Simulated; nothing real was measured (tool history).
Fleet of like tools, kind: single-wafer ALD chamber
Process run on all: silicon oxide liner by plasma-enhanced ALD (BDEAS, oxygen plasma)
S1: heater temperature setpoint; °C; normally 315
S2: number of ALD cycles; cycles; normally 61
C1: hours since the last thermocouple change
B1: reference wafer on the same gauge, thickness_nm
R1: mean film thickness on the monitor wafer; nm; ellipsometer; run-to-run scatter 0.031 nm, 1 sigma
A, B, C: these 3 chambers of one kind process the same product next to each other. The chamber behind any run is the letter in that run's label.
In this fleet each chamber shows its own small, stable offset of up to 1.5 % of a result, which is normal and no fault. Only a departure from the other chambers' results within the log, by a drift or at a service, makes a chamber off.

run   hour   S1  S2      C1      B1      R1
 1B    3.4  315  61  1648.4  5.6679  5.4605
 2C    8.0  315  61  1294.8  5.6569  5.5732
 3A   11.3  315  61  1376.7  5.6561  5.6036
 4A   15.6  315  61  1381.0  5.6626  5.5457
 5B   18.3  315  61  1663.3  5.6534  5.4507
 6C   23.1  315  61  1309.9  5.6579  5.5158
 7B   26.1  315  61  1671.1  5.6599  5.4816
 8A   30.1  325  54  1395.5  5.6607  4.8804
 9C   33.5  325  54  1320.3  5.6615  4.8048
10C   35.9  325  54  1322.7  5.6544  4.8892
11B   38.4  315  61  1683.4  5.6540  5.4878
12A   43.3  315  61  1408.7  5.6602  5.5344
13A   48.1  323  69  1413.5  5.6607  6.2209
14B   52.4  323  69  1697.4  5.6673  6.1315
15C   55.7  323  69  1342.5  5.6671  6.1933
16B   58.6  315  61  1703.6  5.6556  5.4554
17A   62.4  315  61  1427.8  5.6531  5.5674
18C   66.9  315  61  1353.7  5.6590  5.5735
19A   71.0  315  61  1436.4  5.6670  5.5314
20C   74.6  315  61  1361.4  5.6603  5.5521
21B   77.0  315  61  1722.0  5.6634  5.4822
22C   80.7  315  61  1367.5  5.6697  5.4958
23A   82.9  315  61  1448.3  5.6583  5.5657
24B   86.0  315  61  1731.0  5.6639  5.4507
25C   90.1  327  52  1376.9  5.6603  4.6432
26B   93.8  327  52  1738.8  5.6611  4.6203
27A   98.0  327  52  1463.4  5.6508  4.6288
28B  100.4  315  61  1745.4  5.6638  5.4881
29A  102.8  315  61  1468.2  5.6554  5.5496
30C  107.8  315  61  1394.6  5.6599  5.5866
31B  110.1  315  61  1755.1  5.6574  5.4519
32C  114.2  315  61  1401.0  5.6574  5.5487
33A  117.0  315  61  1482.4  5.6631  5.5991
34A  119.4  315  61  1484.8  5.6619  5.5470
35C  122.1  315  61  1408.9  5.6649  5.5765
36B  125.1  315  61  1770.1  5.6534  5.5317
37A  129.5  325  66  1494.9  5.6610  5.9157
38C  131.8  325  66  1418.6  5.6595  5.9796
39B  136.0  325  66  1781.0  5.6669  5.8241
40C  139.8  315  61  1426.6  5.6467  5.6016
41A  142.6  315  61  1508.0  5.6683  5.5104

Decide between three cases: one chamber stands off from its peers, the gauge reading all wafers drifts, or nothing is wrong past each chamber's small offset. Where a chamber is off, say which and what most likely put it there.

All chambers stay in line apart from their small fixed offsets, and the gauge does not drift.
